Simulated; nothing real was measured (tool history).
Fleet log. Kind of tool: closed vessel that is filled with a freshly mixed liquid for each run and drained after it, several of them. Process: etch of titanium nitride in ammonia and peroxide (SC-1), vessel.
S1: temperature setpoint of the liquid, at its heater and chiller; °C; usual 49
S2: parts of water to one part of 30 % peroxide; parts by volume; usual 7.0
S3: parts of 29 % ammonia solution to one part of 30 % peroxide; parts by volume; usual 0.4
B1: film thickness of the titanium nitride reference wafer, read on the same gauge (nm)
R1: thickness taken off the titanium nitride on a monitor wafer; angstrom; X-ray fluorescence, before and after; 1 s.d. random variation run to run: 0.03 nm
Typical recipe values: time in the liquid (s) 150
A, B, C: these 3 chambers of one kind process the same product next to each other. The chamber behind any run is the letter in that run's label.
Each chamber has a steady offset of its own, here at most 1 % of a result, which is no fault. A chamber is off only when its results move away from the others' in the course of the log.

Run 1A, day 0.212: usual settings; B1 60.015. Result: R1 54.882 angstrom.
Run 2B, day 0.467: usual settings; B1 59.959. Result: R1 54.772 angstrom.
Run 3C, day 0.758: usual settings; B1 60.042. Result: R1 55.912 angstrom.
Run 4B, day 1.008: usual settings; B1 60.002. Result: R1 54.907 angstrom.
Run 5A, day 1.304: usual settings; B1 60.000. Result: R1 54.726 angstrom.
Run 6C, day 1.508: usual settings; B1 60.019. Result: R1 55.446 angstrom.
Run 7A, day 1.700: usual settings; B1 59.994. Result: R1 55.388 angstrom.
Run 8C, day 1.842: usual settings but time in the liquid (s) 65; B1 59.971. Result: R1 24.136 angstrom.
Run 9B, day 2.117: usual settings but time in the liquid (s) 65; B1 59.965. Result: R1 23.881 angstrom.
Run 10B, day 2.392: usual settings but time in the liquid (s) 65; B1 59.996. Result: R1 23.570 angstrom.
Run 11C, day 2.571: usual settings; B1 60.006. Result: R1 54.865 angstrom.
Run 12A, day 2.862: usual settings; B1 59.975. Result: R1 54.684 angstrom.
Run 13B, day 3.029: usual settings but S2 8.0 parts by volume; B1 60.005. Result: R1 51.390 angstrom.
Run 14C, day 3.212: usual settings but S2 8.0 parts by volume; B1 59.917. Result: R1 51.538 angstrom.
Run 15A, day 3.421: usual settings but S2 8.0 parts by volume; B1 60.046. Result: R1 51.478 angstrom.
Run 16A, day 3.608: usual settings; B1 59.985. Result: R1 54.732 angstrom.
Run 17C, day 3.750: usual settings but S2 9.5 parts by volume, time in the liquid (s) 105; B1 59.984. Result: R1 33.165 angstrom.
At day 3.800: chamber C: thermometer replaced.
Run 18B, day 3.904: usual settings but S2 9.5 parts by volume, time in the liquid (s) 105; B1 60.047. Result: R1 33.032 angstrom.
Run 19B, day 4.212: usual settings but S2 9.5 parts by volume, time in the liquid (s) 105; B1 59.992. Result: R1 32.833 angstrom.
Run 20A, day 4.504: usual settings but S3 0.6 parts by volume; B1 59.987. Result: R1 58.710 angstrom.
Run 21C, day 4.742: usual settings but S3 0.6 parts by volume; B1 60.015. Result: R1 59.441 angstrom.
Run 22A, day 5.050: usual settings but S3 0.6 parts by volume; B1 59.977. Result: R1 59.566 angstrom.
Run 23B, day 5.325: usual settings; B1 60.026. Result: R1 54.620 angstrom.
Run 24C, day 5.554: usual settings; B1 59.985. Result: R1 54.566 angstrom.
Run 25A, day 5.762: usual settings; B1 59.986. Result: R1 54.502 angstrom.
Run 26B, day 5.979: usual settings; B1 60.007. Result: R1 55.110 angstrom.
Run 27C, day 6.292: usual settings; B1 59.985. Result: R1 55.106 angstrom.
Run 28C, day 6.467: usual settings; B1 59.992. Result: R1 55.184 angstrom.
Run 29B, day 6.621: usual settings; B1 59.968. Result: R1 54.743 angstrom.
Run 30A, day 6.762: usual settings; B1 59.979. Result: R1 54.864 angstrom.
Run 31A, day 6.946: usual settings; B1 60.013. Result: R1 55.410 angstrom.
Run 32C, day 7.217: usual settings; B1 59.976. Result: R1 55.323 angstrom.
Run 33B, day 7.525: usual settings; B1 59.988. Result: R1 54.768 angstrom.
Run 34C, day 7.833: usual settings; B1 59.970. Result: R1 55.346 angstrom.
At day 7.879: chamber B: new drum of ammonia solution connected.
Run 35A, day 8.004: usual settings; B1 60.004. Result: R1 55.094 angstrom.
Run 36B, day 8.212: usual settings; B1 59.998. Result: R1 55.038 angstrom.
Run 37B, day 8.467: usual settings but time in the liquid (s) 105; B1 60.009. Result: R1 38.598 angstrom.
Run 38A, day 8.675: usual settings but time in the liquid (s) 105; B1 60.009. Result: R1 38.346 angstrom.
Run 39C, day 8.833: usual settings but time in the liquid (s) 105; B1 60.001. Result: R1 38.407 angstrom.
Run 40C, day 9.092: usual settings; B1 59.982. Result: R1 55.462 angstrom.
Run 41B, day 9.246: usual settings; B1 60.004. Result: R1 54.917 angstrom.
Run 42A, day 9.404: usual settings; B1 59.986. Result: R1 55.206 angstrom.

All chambers now run identical settings, listed one chamber a line with results as question marks. What results will each chamber show?
Run 43A, day 9.629: usual settings but time in the liquid (s) 235. Result: R1 ?.
Run 43B, day 9.629: usual settings but time in the liquid (s) 235. Result: R1 ?.
Run 43C, day 9.629: usual settings but time in the liquid (s) 235. Result: R1 ?.

run      R1
43A  86.252
43B  86.396
43C  86.341

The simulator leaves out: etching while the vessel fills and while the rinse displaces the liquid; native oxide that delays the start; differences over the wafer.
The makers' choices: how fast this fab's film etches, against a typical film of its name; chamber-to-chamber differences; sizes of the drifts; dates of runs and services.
